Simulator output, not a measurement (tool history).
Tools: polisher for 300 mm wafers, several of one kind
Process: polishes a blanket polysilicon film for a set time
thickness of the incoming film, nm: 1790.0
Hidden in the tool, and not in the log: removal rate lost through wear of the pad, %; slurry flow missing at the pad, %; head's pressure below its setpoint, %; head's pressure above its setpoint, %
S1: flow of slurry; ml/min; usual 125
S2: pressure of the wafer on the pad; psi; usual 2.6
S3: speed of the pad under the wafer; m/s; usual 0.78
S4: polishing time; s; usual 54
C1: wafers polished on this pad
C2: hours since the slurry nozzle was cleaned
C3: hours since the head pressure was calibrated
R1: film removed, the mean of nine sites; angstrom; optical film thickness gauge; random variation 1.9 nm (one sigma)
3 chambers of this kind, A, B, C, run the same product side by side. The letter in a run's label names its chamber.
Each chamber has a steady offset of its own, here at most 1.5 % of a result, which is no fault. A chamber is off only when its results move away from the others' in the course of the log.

| run | day | S1 | S2 | S3 | S4 | C1 | C2 | C3 | R1 |
|---|---|---|---|---|---|---|---|---|---|
|  | 0.342 | chamber C: worn pad replaced by a new one |
| 1A | 0.346 | 125 | 2.6 | 0.78 | 54 | 576 | 413.4 | 432.5 | 3036.1 |
|  | 0.438 | chamber B: worn pad replaced by a new one |
|  | 0.550 | chamber C: head pressure recalibrated |
| 2C | 0.783 | 125 | 2.6 | 0.78 | 54 | 143 | 60.4 | 5.7 | 3042.8 |
|  | 1.192 | chamber A: worn pad replaced by a new one |
| 3B | 1.342 | 125 | 2.6 | 0.78 | 54 | 294 | 134.7 | 670.2 | 3040.6 |
| 4C | 1.900 | 125 | 2.6 | 0.78 | 54 | 506 | 87.2 | 32.5 | 3068.9 |
| 5A | 2.433 | 125 | 2.6 | 0.78 | 54 | 404 | 463.5 | 482.6 | 2983.4 |
| 6B | 2.704 | 125 | 2.6 | 0.78 | 54 | 737 | 167.4 | 702.9 | 3036.4 |
| 7B | 2.979 | 125 | 2.6 | 0.78 | 54 | 826 | 174.0 | 709.5 | 3065.6 |
|  | 3.450 | chamber B: worn pad replaced by a new one |
|  | 3.454 | chamber C: worn pad replaced by a new one |
| 8A | 3.571 | 125 | 2.6 | 0.78 | 54 | 773 | 490.8 | 509.9 | 2936.5 |
|  | 3.758 | chamber A: worn pad replaced by a new one |
| 9C | 4.125 | 125 | 2.6 | 0.78 | 54 | 219 | 140.6 | 85.9 | 3122.9 |
|  | 4.262 | chamber B: head pressure recalibrated |
| 10A | 4.562 | 125 | 2.6 | 0.78 | 54 | 262 | 514.6 | 533.7 | 2934.2 |
| 11C | 4.858 | 125 | 2.6 | 0.78 | 54 | 457 | 158.2 | 103.5 | 3059.3 |
| 12B | 5.254 | 125 | 2.6 | 0.78 | 54 | 586 | 228.6 | 23.9 | 3076.4 |
|  | 5.754 | chamber A: slurry nozzle cleaned |
| 13A | 5.762 | 125 | 2.6 | 0.78 | 54 | 652 | 0.3 | 562.5 | 2943.9 |
|  | 5.988 | chamber C: worn pad replaced by a new one |
| 14C | 6.146 | 125 | 2.6 | 0.78 | 54 | 52 | 189.1 | 134.4 | 3036.1 |
|  | 6.396 | chamber B: worn pad replaced by a new one |
| 15B | 6.633 | 125 | 1.8 | 0.78 | 54 | 77 | 261.7 | 57.0 | 2114.7 |
|  | 6.754 | chamber A: worn pad replaced by a new one |
| 16A | 7.233 | 125 | 1.8 | 0.78 | 54 | 155 | 35.6 | 597.8 | 2003.3 |
| 17C | 7.788 | 125 | 1.8 | 0.78 | 54 | 585 | 228.5 | 173.8 | 2121.1 |
| 18B | 8.196 | 125 | 2.6 | 0.78 | 54 | 584 | 299.2 | 94.5 | 3077.3 |
| 19B | 8.538 | 125 | 2.6 | 0.78 | 54 | 695 | 307.4 | 102.7 | 3083.1 |
|  | 8.846 | chamber C: worn pad replaced by a new one |
| 20C | 8.904 | 125 | 2.6 | 0.78 | 54 | 20 | 255.3 | 200.6 | 3094.9 |
|  | 9.088 | chamber B: worn pad replaced by a new one |
| 21A | 9.492 | 125 | 2.6 | 0.78 | 54 | 889 | 89.8 | 652.0 | 2872.4 |
|  | 9.738 | chamber A: worn pad replaced by a new one |
| 22C | 9.862 | 125 | 2.6 | 0.78 | 54 | 331 | 278.3 | 223.6 | 3033.8 |
| 23B | 10.125 | 125 | 2.6 | 0.78 | 54 | 337 | 345.5 | 140.8 | 3051.1 |
| 24A | 10.688 | 125 | 2.6 | 0.78 | 54 | 309 | 118.5 | 680.7 | 2855.3 |
| 25B | 11.250 | 125 | 2.6 | 0.78 | 54 | 702 | 372.5 | 167.8 | 3058.3 |
| 26A | 11.821 | 125 | 2.6 | 0.78 | 54 | 677 | 145.7 | 707.9 | 2813.4 |
|  | 11.854 | chamber C: worn pad replaced by a new one |
|  | 11.858 | chamber B: worn pad replaced by a new one |
| 27C | 12.275 | 125 | 2.2 | 0.78 | 54 | 137 | 336.2 | 281.5 | 2621.0 |
|  | 12.412 | chamber A: worn pad replaced by a new one |
| 28A | 12.629 | 125 | 2.2 | 0.78 | 54 | 71 | 165.1 | 727.3 | 2393.5 |
| 29C | 12.988 | 125 | 2.2 | 0.78 | 54 | 369 | 353.3 | 298.6 | 2586.6 |
| 30B | 13.446 | 125 | 2.6 | 0.78 | 54 | 515 | 425.2 | 220.5 | 3041.4 |
| 31C | 13.842 | 125 | 2.6 | 1.00 | 54 | 646 | 373.8 | 319.1 | 3941.4 |
| 32A | 14.258 | 125 | 2.6 | 1.00 | 54 | 600 | 204.2 | 766.4 | 3539.2 |

All 3 chambers run these settings next. Forecast each chamber's results:
| 33A | 14.692 | 160 | 2.6 | 0.78 | 54 |  |  |  | ? |
| 33B | 14.692 | 160 | 2.6 | 0.78 | 54 |  |  |  | ? |
| 33C | 14.692 | 160 | 2.6 | 0.78 | 54 |  |  |  | ? |

| run | R1 |
|---|---|
| 33A | 2910.3 |
| 33B | 3193.0 |
| 33C | 3207.9 |
